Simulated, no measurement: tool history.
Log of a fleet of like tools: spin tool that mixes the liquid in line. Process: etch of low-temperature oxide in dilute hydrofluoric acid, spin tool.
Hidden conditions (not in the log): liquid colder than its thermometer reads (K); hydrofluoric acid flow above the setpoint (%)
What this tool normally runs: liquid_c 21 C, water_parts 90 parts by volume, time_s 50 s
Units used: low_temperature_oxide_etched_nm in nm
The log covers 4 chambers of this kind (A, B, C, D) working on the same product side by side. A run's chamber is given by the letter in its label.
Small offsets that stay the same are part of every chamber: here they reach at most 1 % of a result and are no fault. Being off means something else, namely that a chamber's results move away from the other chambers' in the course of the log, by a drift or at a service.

run	day	liquid_c	water_parts	time_s	hours since the thermometer was replaced	hours since the hydrofluoric acid flow meter was replaced	read-back film thickness of the low-temperature oxide reference wafer, read on the same gauge (nm)	low_temperature_oxide_etched_nm
1D	0.488	21	90	50	48	215.9	60.001	8.806
2A	0.867	21	90	50	156.4	254.9	60.017	8.7163
3B	1.283	21	90	50	1038.2	855.4	60.036	8.8871
4C	1.7	21	90	50	2332.9	1095.4	60.006	8.8344
5B	2.196	21	90	50	1060.1	877.3	60.001	8.8515
6A	2.862	21	90	50	204.3	302.8	59.958	8.7696
7D	3.2	21	90	50	113.1	281	60.003	8.8293
8C	3.508	21	90	50	2376.3	1138.8	60.016	8.8599
9B	4.108	21	90	50	1106	923.2	59.991	8.7488
10D	4.779	21	90	50	151	318.9	59.996	8.7551
11C	5.142	21	90	50	2415.5	1178	60.002	8.9711
12A	5.529	21	90	50	268.3	366.8	60.015	8.6843
13A	5.942	21	90	50	278.2	376.7	59.993	8.7322
14C	6.254	21	90	50	2442.2	1204.7	60.01	8.8618
15B	6.9	21	90	50	1173	990.2	60.002	8.822
16D	7.467	21	90	50	215.5	383.4	59.959	8.7903
17D	8.083	21	90	50	230.3	398.2	59.996	8.8237
18B	8.412	21	90	50	1209.3	1026.5	59.984	8.8884
19C	8.879	21	90	50	2505.2	1267.7	59.976	8.8754
20A	9.262	21	90	50	357.9	456.4	60	8.8391
21B	9.842	21	90	50	1243.6	1060.8	60.004	8.8012
22A	10.5	21	90	50	387.6	486.1	59.998	8.7932
23D	11.05	21	90	50	301.5	469.4	60.032	8.8324
24C	11.567	21	90	50	2569.7	1332.2	59.993	8.8325
25D	11.896	21	90	50	321.8	489.7	60.016	8.8227
26B	12.471	25	90	60	1306.7	1123.9	60.01	12.452
27A	12.842	25	90	60	443.8	542.3	59.981	12.141
28C	13.442	25	90	60	2614.7	1377.2	60.011	12.507
29B	13.746	25	90	60	1337.3	1154.5	59.992	12.547
30D	14.254	21	90	50	378.4	546.3	60.002	8.9124
31A	14.717	21	90	50	488.8	587.3	60.018	8.811
32C	15.188	25	125	50	2656.6	1419.1	60.013	7.171
33A	15.65	25	125	50	511.2	609.7	59.992	7.0571
34B	16.017	25	125	50	1391.8	1209	60.004	7.1637
35D	16.362	25	125	50	429	596.9	59.983	7.1158
# day 16.688: chamber C: hydrofluoric acid flow meter replaced
# day 17.025: chamber C: thermometer replaced
36C	17.029	21	90	50	0.2	8.2	60.004	8.8504
37B	17.504	21	70	50	1427.5	1244.7	59.983	11.69
38D	18.008	21	70	50	468.5	636.4	60.017	11.758
39C	18.412	21	70	50	33.4	41.4	59.999	11.564
40A	18.833	21	70	50	587.6	686.1	59.975	11.586

Has any chamber moved away from the others, gradually or after a service, or does the common gauge drift, or do the chambers differ only by their own small steady offsets? State the chamber and the most likely cause if one applies.

No chamber is off and the gauge is stable; the differences are just each chamber's small, constant offset.
